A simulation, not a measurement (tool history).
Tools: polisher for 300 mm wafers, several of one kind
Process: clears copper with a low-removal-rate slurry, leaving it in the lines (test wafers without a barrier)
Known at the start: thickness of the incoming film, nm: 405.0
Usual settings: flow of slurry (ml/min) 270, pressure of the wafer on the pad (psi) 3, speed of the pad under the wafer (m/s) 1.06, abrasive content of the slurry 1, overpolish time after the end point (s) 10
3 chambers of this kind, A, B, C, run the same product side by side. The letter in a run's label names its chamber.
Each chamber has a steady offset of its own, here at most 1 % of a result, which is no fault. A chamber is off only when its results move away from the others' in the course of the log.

run   hour  flow of slurry (ml/min)  pressure of the wafer on the pad (psi)  speed of the pad under the wafer (m/s)  abrasive content of the slurry  overpolish time after the end point (s)  time until the end point was called (s)  dishing of a wide line in a test structure (Å)
 1C   13.7                      270                                       3                                    1.06                               1                                       10                                   122.12                                          210.04
 2B   27.4                      270                                       3                                    1.06                               1                                       10                                   116.89                                           223.1
 3A   37.5                      270                                       3                                    1.06                               1                                       10                                   122.08                                          216.62
      43.3  -- chamber C: worn pad replaced by a new one
 4B   48.1                      270                                       3                                    1.06                               1                                       10                                   118.87                                          204.41
      52.4  -- chamber B: slurry nozzle cleaned
 5C   57.8                      270                                       3                                    1.06                               1                                       10                                   118.72                                          218.07
 6A   64.5                      270                                       3                                    1.06                               1                                       10                                   116.27                                          213.25
 7C   73.4                      270                                       3                                     1.4                               1                                        8                                   92.195                                          217.89
 8B   81.8                      270                                       3                                     1.4                               1                                        8                                    90.56                                          225.69
      86.2  -- chamber A: slurry nozzle cleaned
 9A   95.9                      270                                       3                                     1.4                               1                                        8                                   89.576                                          230.23
10B  105.1                      270                                       3                                    1.06                               1                                       10                                   115.58                                          220.39
11A  114.1                      270                                       3                                    1.06                               1                                       10                                   117.44                                          224.14
     124.2  -- chamber C: worn pad replaced by a new one
12C  124.9                      270                                       3                                    1.06                               1                                       10                                   124.35                                          210.36
     126.6  -- chamber A: slurry blender recalibrated
     134.6  -- chamber C: slurry blender recalibrated
13A  136.5                      270                                       3                                    1.06                               1                                       10                                   118.45                                          218.28
     137.6  -- chamber B: worn pad replaced by a new one
     141.1  -- chamber A: head pressure recalibrated
14C  150.6                      270                                       3                                    1.06                               1                                       10                                   121.99                                          212.06
15B  161.7                      270                                       3                                    1.06                               1                                       10                                   119.06                                          204.58
16C  175.9                      270                                       3                                    1.06                               1                                       10                                   123.27                                          208.07
     184.7  -- chamber C: head pressure recalibrated
17A  186.5                      270                                       3                                    1.06                               1                                       10                                      111                                           231.1
18B  197.9                      270                                       3                                    1.06                               1                                       10                                   115.03                                          222.23
19C  210.8                      270                                       3                                    1.06                               1                                       10                                   116.71                                          207.44
     211.2  -- chamber A: worn pad replaced by a new one
     215.7  -- chamber C: worn pad replaced by a new one
20B  219.6                      270                                       3                                    1.06                               1                                       10                                   121.94                                          220.38
21A  229.5                      270                                       3                                    1.06                               1                                       10                                   110.86                                          233.87
22B  242.8                      270                                       3                                    1.06                               1                                       10                                   119.46                                          205.74
23A  252.4                      270                                       3                                    1.06                               1                                       10                                   105.13                                          233.62
24C  262.7                      270                                       3                                    1.06                               1                                       10                                   118.69                                          213.51

What goes on in this fleet: one chamber off, a drifting gauge, or nothing beyond the chambers' own small offsets? Name the chamber and the cause, if any.

A service left chamber A off against the others.
Cause: head's pressure above its setpoint, % = 10.6.

Here are 4 candidates for chamber A's next run, each the usual settings with a change, their results left as question marks. Which one brings its results back in line with what the others give on the usual settings?
In line means no further than this from the other chambers' mean on the usual settings: time until the end point was called (s) 8.2; dishing of a wide line in a test structure (Å) 17
25A-1   273                      270                                     3.1                                    1.12                               1                                       10                                        ?                                               ?
25A-2   273                      275                                     3.4                                     1.2                               1                                       10                                        ?                                               ?
25A-3   273                      270                                     2.9                                       1                               1                                       10                                        ?                                               ?
25A-4   273                      265                                     2.7                                    0.94                               1                                       10                                        ?                                               ?

The other chambers' mean on the usual settings: time until the end point was called (s) 119.78; dishing of a wide line in a test structure (Å) 213.51
  run  time until the end point was called (s)  dishing of a wide line in a test structure (Å)
25A-1                                   99.594                                          247.49
25A-2                                    84.73                                          279.51
25A-3                                   119.05                                          215.48
25A-4                                   136.09                                          193.31
25A-3 brings the chamber back in line.

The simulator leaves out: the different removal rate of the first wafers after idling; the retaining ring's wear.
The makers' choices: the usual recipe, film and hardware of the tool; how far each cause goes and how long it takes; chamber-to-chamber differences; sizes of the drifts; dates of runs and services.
